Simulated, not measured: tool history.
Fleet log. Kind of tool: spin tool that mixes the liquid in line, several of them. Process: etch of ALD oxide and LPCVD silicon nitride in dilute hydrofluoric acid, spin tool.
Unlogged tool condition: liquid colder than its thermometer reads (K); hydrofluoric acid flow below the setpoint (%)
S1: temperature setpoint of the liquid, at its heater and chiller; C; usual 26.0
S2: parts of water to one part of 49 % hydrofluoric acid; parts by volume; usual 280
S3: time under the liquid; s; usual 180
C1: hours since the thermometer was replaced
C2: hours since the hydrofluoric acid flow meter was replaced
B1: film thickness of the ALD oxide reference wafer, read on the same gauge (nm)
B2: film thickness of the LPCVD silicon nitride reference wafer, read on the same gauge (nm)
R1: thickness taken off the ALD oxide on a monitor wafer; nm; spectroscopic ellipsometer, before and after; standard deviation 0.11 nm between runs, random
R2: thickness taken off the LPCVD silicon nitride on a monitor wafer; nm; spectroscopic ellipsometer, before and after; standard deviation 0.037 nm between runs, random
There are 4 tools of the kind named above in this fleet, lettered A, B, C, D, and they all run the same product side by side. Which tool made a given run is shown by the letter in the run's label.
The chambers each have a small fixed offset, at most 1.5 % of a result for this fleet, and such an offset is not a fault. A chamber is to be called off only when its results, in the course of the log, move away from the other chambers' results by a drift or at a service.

run   hour    S1   S2   S3      C1      C2      B1      B2       R1       R2
 1D    6.7  26.0  280  180   663.5   762.5  150.04  69.990  13.4970  0.32955
 2C   15.6  26.0  280  180  1923.2   116.0  150.01  70.006  13.4060  0.35751
 3B   21.2  26.0  280  180  1687.7   632.7  150.03  70.000  13.3190  0.32804
 4A   30.4  26.0  280  180   261.2  1887.0  150.01  69.977  13.4330  0.41779
 5D   35.2  26.0  280  180   692.0   791.0  150.00  69.994  13.3910  0.35502
 6B   43.4  26.0  280  180  1709.9   654.9  150.03  69.983  13.3930  0.36886
 7C   48.8  28.5  280  135  1956.4   149.2  150.04  69.982  10.7330  0.30056
 8A   53.8  28.5  280  135   284.6  1910.4  149.96  70.012  10.8070  0.30495
 9A   61.5  28.5  280  135   292.3  1918.1  149.98  70.012  10.9860  0.32320
10B   71.4  28.5  280  135  1737.9   682.9  149.98  70.003  10.9320  0.28033
11D   77.7  26.0  280  180   734.5   833.5  150.04  70.001  13.2610  0.37168
12C   85.4  26.0  280  180  1993.0   185.8  150.02  69.990  13.0830  0.35920
13B   92.7  26.0  280  180  1759.2   704.2  149.98  70.004  13.4150  0.42186
14D   99.2  26.0  280  180   756.0   855.0  150.02  69.997  13.3830  0.34171
15C  108.2  26.0  280  180  2015.8   208.6  149.99  70.002  13.2170  0.35121
16A  115.9  26.0  280  180   346.7  1972.5  150.05  70.012  13.5840  0.39456
17A  122.5  26.0  280  180   353.3  1979.1  149.99  69.993  13.4680  0.38139
18D  129.2  26.0  280  180   786.0   885.0  150.00  69.991  13.4950  0.38206
19C  136.2  26.0  280  180  2043.8   236.6  150.00  70.006  13.1940  0.39937
20B  141.9  26.0  280  180  1808.4   753.4  149.97  69.987  13.2860  0.32769
21B  147.4  26.0  280  180  1813.9   758.9  150.02  69.991  13.3230  0.39155
22A  157.5  26.0  280  180   388.3  2014.1  149.98  69.984  13.4820  0.38977
23D  164.2  26.0  280  180   821.0   920.0  150.04  70.007  13.2600  0.40064
24C  170.9  26.0  280  180  2078.5   271.3  149.96  69.993  13.3440  0.33186
25A  179.5  26.0  280  180   410.3  2036.1  150.01  69.981  13.5980  0.40209
26B  184.2  26.0  280  180  1850.7   795.7  150.01  69.990  13.2730  0.34007
27C  192.3  26.0  280  180  2099.9   292.7  149.98  70.000  13.2160  0.39897
28D  200.5  26.0  280  180   857.3   956.3  149.97  70.012  13.4390  0.39243
29A  210.4  26.0  280  180   441.2  2067.0  149.95  70.012  13.4190  0.40291
30C  215.9  26.0  280  180  2123.5   316.3  149.98  70.016  13.4110  0.36152
31B  221.4  26.0  280  180  1887.9   832.9  150.02  69.996  13.4560  0.37229
32D  228.3  21.5  280  245   885.1   984.1  150.04  69.996  15.9560  0.44279
33D  234.9  21.5  280  245   891.7   990.7  150.03  70.003  15.6770  0.38476
34B  244.5  21.5  280  245  1911.0   856.0  150.00  69.993  15.3890  0.39220
35C  250.9  21.5  280  245  2158.5   351.3  150.05  70.027  15.4310  0.46885
36A  257.5  26.0  280  180   488.3  2114.1  149.98  70.005  13.7120  0.44706
37C  263.7  21.5  385  180  2171.3   364.1  150.02  70.004   7.6006  0.19085
38D  268.4  21.5  385  180   925.2  1024.2  149.98  69.996   7.6101  0.18451
39B  274.8  21.5  385  180  1941.3   886.3  150.05  69.999   7.4121  0.21116

For the next run the whole fleet of 4 chambers uses the same settings. Give each chamber's results:
40A  282.2  26.0  380  180                   ?   ?
40B  282.2  26.0  380  180                   ?   ?
40C  282.2  26.0  380  180                   ?   ?
40D  282.2  26.0  380  180                   ?   ?

run      R1       R2
40A  9.0701  0.29157
40B  8.9626  0.30739
40C  8.7501  0.29738
40D  8.7984  0.26980
